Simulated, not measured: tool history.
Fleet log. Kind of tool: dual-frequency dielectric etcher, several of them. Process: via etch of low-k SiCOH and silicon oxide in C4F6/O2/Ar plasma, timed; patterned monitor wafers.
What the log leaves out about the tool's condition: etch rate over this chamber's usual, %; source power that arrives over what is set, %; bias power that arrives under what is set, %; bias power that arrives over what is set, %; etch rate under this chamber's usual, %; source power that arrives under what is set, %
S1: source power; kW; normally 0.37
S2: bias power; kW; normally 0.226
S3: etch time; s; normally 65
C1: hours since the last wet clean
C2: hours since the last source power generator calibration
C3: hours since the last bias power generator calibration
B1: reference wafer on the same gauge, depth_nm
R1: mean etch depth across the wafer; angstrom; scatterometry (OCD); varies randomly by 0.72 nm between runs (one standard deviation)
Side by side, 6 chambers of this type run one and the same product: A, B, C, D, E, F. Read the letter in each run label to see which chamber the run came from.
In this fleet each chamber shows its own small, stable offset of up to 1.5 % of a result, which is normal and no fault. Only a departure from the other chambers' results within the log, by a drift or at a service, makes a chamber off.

{"run": "1F", "hour": 4.8, "S1": 0.37, "S2": 0.226, "S3": 65, "C1": 442.7, "C2": 1418.2, "C3": 499.1, "B1": 225.09, "R1": 1893.6}
{"run": "2B", "hour": 8.3, "S1": 0.37, "S2": 0.226, "S3": 65, "C1": 439.2, "C2": 3271.7, "C3": 1777.8, "B1": 224.92, "R1": 1897.6}
{"run": "3E", "hour": 14.4, "S1": 0.37, "S2": 0.226, "S3": 65, "C1": 148.3, "C2": 425.9, "C3": 4346.7, "B1": 225.32, "R1": 1932.9}
{"run": "4C", "hour": 17.9, "S1": 0.37, "S2": 0.226, "S3": 65, "C1": 26.6, "C2": 2816.3, "C3": 2322.7, "B1": 224.75, "R1": 1916}
{"run": "5D", "hour": 24.8, "S1": 0.37, "S2": 0.226, "S3": 65, "C1": 407.6, "C2": 919.9, "C3": 118, "B1": 224.98, "R1": 1906.2}
{"run": "6A", "hour": 31.0, "S1": 0.37, "S2": 0.226, "S3": 65, "C1": 295.9, "C2": 964.7, "C3": 1848.3, "B1": 224.82, "R1": 1902.2}
{"run": "7D", "hour": 38.0, "S1": 0.37, "S2": 0.197, "S3": 49.5, "C1": 420.8, "C2": 933.1, "C3": 131.2, "B1": 224.97, "R1": 1376.9}
{"run": "8A", "hour": 44.2, "S1": 0.37, "S2": 0.197, "S3": 49.5, "C1": 309.1, "C2": 977.9, "C3": 1861.5, "B1": 224.92, "R1": 1386.8}
{"run": "9C", "hour": 50.7, "S1": 0.37, "S2": 0.197, "S3": 49.5, "C1": 59.4, "C2": 2849.1, "C3": 2355.5, "B1": 224.99, "R1": 1400.4}
{"run": "10B", "hour": 56.8, "S1": 0.37, "S2": 0.197, "S3": 49.5, "C1": 487.7, "C2": 3320.2, "C3": 1826.3, "B1": 224.96, "R1": 1369}
{"run": "11F", "hour": 60.8, "S1": 0.37, "S2": 0.197, "S3": 49.5, "C1": 498.7, "C2": 1474.2, "C3": 555.1, "B1": 225.05, "R1": 1369.6}
{"run": "12E", "hour": 65.8, "S1": 0.37, "S2": 0.197, "S3": 49.5, "C1": 199.7, "C2": 477.3, "C3": 4398.1, "B1": 224.92, "R1": 1392.5}
{"hour": 67.4, "done": "chamber A: wet clean of the chamber"}
{"run": "13F", "hour": 71.2, "S1": 0.37, "S2": 0.226, "S3": 65, "C1": 509.1, "C2": 1484.6, "C3": 565.5, "B1": 224.89, "R1": 1893.6}
{"run": "14C", "hour": 76.4, "S1": 0.37, "S2": 0.226, "S3": 65, "C1": 85.1, "C2": 2874.8, "C3": 2381.2, "B1": 224.81, "R1": 1920.5}
{"run": "15E", "hour": 82.6, "S1": 0.37, "S2": 0.226, "S3": 65, "C1": 216.5, "C2": 494.1, "C3": 4414.9, "B1": 224.99, "R1": 1923.2}
{"run": "16D", "hour": 85.9, "S1": 0.37, "S2": 0.226, "S3": 65, "C1": 468.7, "C2": 981, "C3": 179.1, "B1": 224.98, "R1": 1868.6}
{"run": "17B", "hour": 90.8, "S1": 0.37, "S2": 0.226, "S3": 65, "C1": 521.7, "C2": 3354.2, "C3": 1860.3, "B1": 225.07, "R1": 1889.5}
{"run": "18A", "hour": 97.8, "S1": 0.37, "S2": 0.226, "S3": 65, "C1": 30.4, "C2": 1031.5, "C3": 1915.1, "B1": 225.09, "R1": 1909.6}
{"run": "19D", "hour": 101.3, "S1": 0.37, "S2": 0.226, "S3": 65, "C1": 484.1, "C2": 996.4, "C3": 194.5, "B1": 224.86, "R1": 1874}
{"run": "20C", "hour": 108.3, "S1": 0.37, "S2": 0.226, "S3": 53, "C1": 117, "C2": 2906.7, "C3": 2413.1, "B1": 224.79, "R1": 1565}
{"run": "21B", "hour": 113.5, "S1": 0.37, "S2": 0.226, "S3": 53, "C1": 544.4, "C2": 3376.9, "C3": 1883, "B1": 225.22, "R1": 1549.2}
{"run": "22A", "hour": 120.0, "S1": 0.37, "S2": 0.226, "S3": 53, "C1": 52.6, "C2": 1053.7, "C3": 1937.3, "B1": 225.11, "R1": 1550.2}
{"run": "23E", "hour": 126.8, "S1": 0.37, "S2": 0.226, "S3": 53, "C1": 260.7, "C2": 538.3, "C3": 4459.1, "B1": 224.93, "R1": 1561.6}
{"run": "24F", "hour": 132.5, "S1": 0.37, "S2": 0.226, "S3": 53, "C1": 570.4, "C2": 1545.9, "C3": 626.8, "B1": 225.27, "R1": 1544.5}
{"run": "25E", "hour": 138.7, "S1": 0.37, "S2": 0.226, "S3": 53, "C1": 272.6, "C2": 550.2, "C3": 4471, "B1": 225.13, "R1": 1562.5}
{"hour": 140.0, "done": "chamber B: wet clean of the chamber"}
{"run": "26D", "hour": 144.9, "S1": 0.37, "S2": 0.226, "S3": 65, "C1": 527.7, "C2": 1040, "C3": 238.1, "B1": 224.9, "R1": 1852.4}
{"run": "27B", "hour": 148.2, "S1": 0.37, "S2": 0.226, "S3": 65, "C1": 8.3, "C2": 3411.6, "C3": 1917.7, "B1": 224.8, "R1": 1889.7}
{"hour": 148.8, "done": "chamber F: wet clean of the chamber"}
{"run": "28C", "hour": 154.6, "S1": 0.37, "S2": 0.226, "S3": 65, "C1": 163.3, "C2": 2953, "C3": 2459.4, "B1": 224.88, "R1": 1899.4}
{"run": "29F", "hour": 159.3, "S1": 0.37, "S2": 0.226, "S3": 65, "C1": 10.5, "C2": 1572.7, "C3": 653.6, "B1": 225.05, "R1": 1889.7}
{"run": "30A", "hour": 166.7, "S1": 0.37, "S2": 0.226, "S3": 65, "C1": 99.3, "C2": 1100.4, "C3": 1984, "B1": 225.13, "R1": 1913.7}
{"run": "31D", "hour": 173.8, "S1": 0.37, "S2": 0.226, "S3": 65, "C1": 556.6, "C2": 1068.9, "C3": 267, "B1": 225.12, "R1": 1843.6}
{"run": "32C", "hour": 180.0, "S1": 0.37, "S2": 0.226, "S3": 65, "C1": 188.7, "C2": 2978.4, "C3": 2484.8, "B1": 225.13, "R1": 1921.4}
{"run": "33B", "hour": 185.9, "S1": 0.37, "S2": 0.226, "S3": 65, "C1": 46, "C2": 3449.3, "C3": 1955.4, "B1": 224.85, "R1": 1894.9}
{"run": "34F", "hour": 193.2, "S1": 0.37, "S2": 0.226, "S3": 65, "C1": 44.4, "C2": 1606.6, "C3": 687.5, "B1": 224.94, "R1": 1900.4}
{"run": "35E", "hour": 200.3, "S1": 0.37, "S2": 0.226, "S3": 65, "C1": 334.2, "C2": 611.8, "C3": 4532.6, "B1": 224.82, "R1": 1917.8}
{"run": "36A", "hour": 203.6, "S1": 0.37, "S2": 0.226, "S3": 65, "C1": 136.2, "C2": 1137.3, "C3": 2020.9, "B1": 224.77, "R1": 1913.9}
{"run": "37C", "hour": 207.1, "S1": 0.37, "S2": 0.226, "S3": 65, "C1": 215.8, "C2": 3005.5, "C3": 2511.9, "B1": 224.84, "R1": 1922.5}
{"run": "38B", "hour": 210.5, "S1": 0.37, "S2": 0.226, "S3": 65, "C1": 70.6, "C2": 3473.9, "C3": 1980, "B1": 225.16, "R1": 1899.2}
{"run": "39E", "hour": 214.2, "S1": 0.37, "S2": 0.226, "S3": 65, "C1": 348.1, "C2": 625.7, "C3": 4546.5, "B1": 224.7, "R1": 1924}
{"run": "40A", "hour": 219.1, "S1": 0.37, "S2": 0.226, "S3": 65, "C1": 151.7, "C2": 1152.8, "C3": 2036.4, "B1": 224.99, "R1": 1905.8}
{"run": "41F", "hour": 225.6, "S1": 0.37, "S2": 0.226, "S3": 65, "C1": 76.8, "C2": 1639, "C3": 719.9, "B1": 224.91, "R1": 1902.9}

One chamber off, gauge drift, or nothing amiss beyond the chambers' own small offsets? If it is a chamber, which one, and what is the likeliest cause?

Chamber D drifts away from the others.
Likeliest cause: etch rate under this chamber's usual, % = 3.44.

Below are 4 candidate recipes for chamber D's next run, each the usual settings with a change, their results shown as question marks. Which of them brings D's results back in line with what the other chambers give on the usual settings?
In line means no further than this from the other chambers' mean on the usual settings: R1 25 angstrom
{"run": "42D-1", "hour": 230.8, "S1": 0.36, "S2": 0.226, "S3": 60, "R1": "?"}
{"run": "42D-2", "hour": 230.8, "S1": 0.38, "S2": 0.23, "S3": 70, "R1": "?"}
{"run": "42D-3", "hour": 230.8, "S1": 0.37, "S2": 0.228, "S3": 67.5, "R1": "?"}
{"run": "42D-4", "hour": 230.8, "S1": 0.37, "S2": 0.198, "S3": 65, "R1": "?"}

What the other chambers average on the usual settings: R1 1906.6 angstrom
run=42D-1 R1=1671.1
run=42D-2 R1=2002.5
run=42D-3 R1=1905.6
run=42D-4 R1=1750.6
42D-3 brings the chamber back in line.
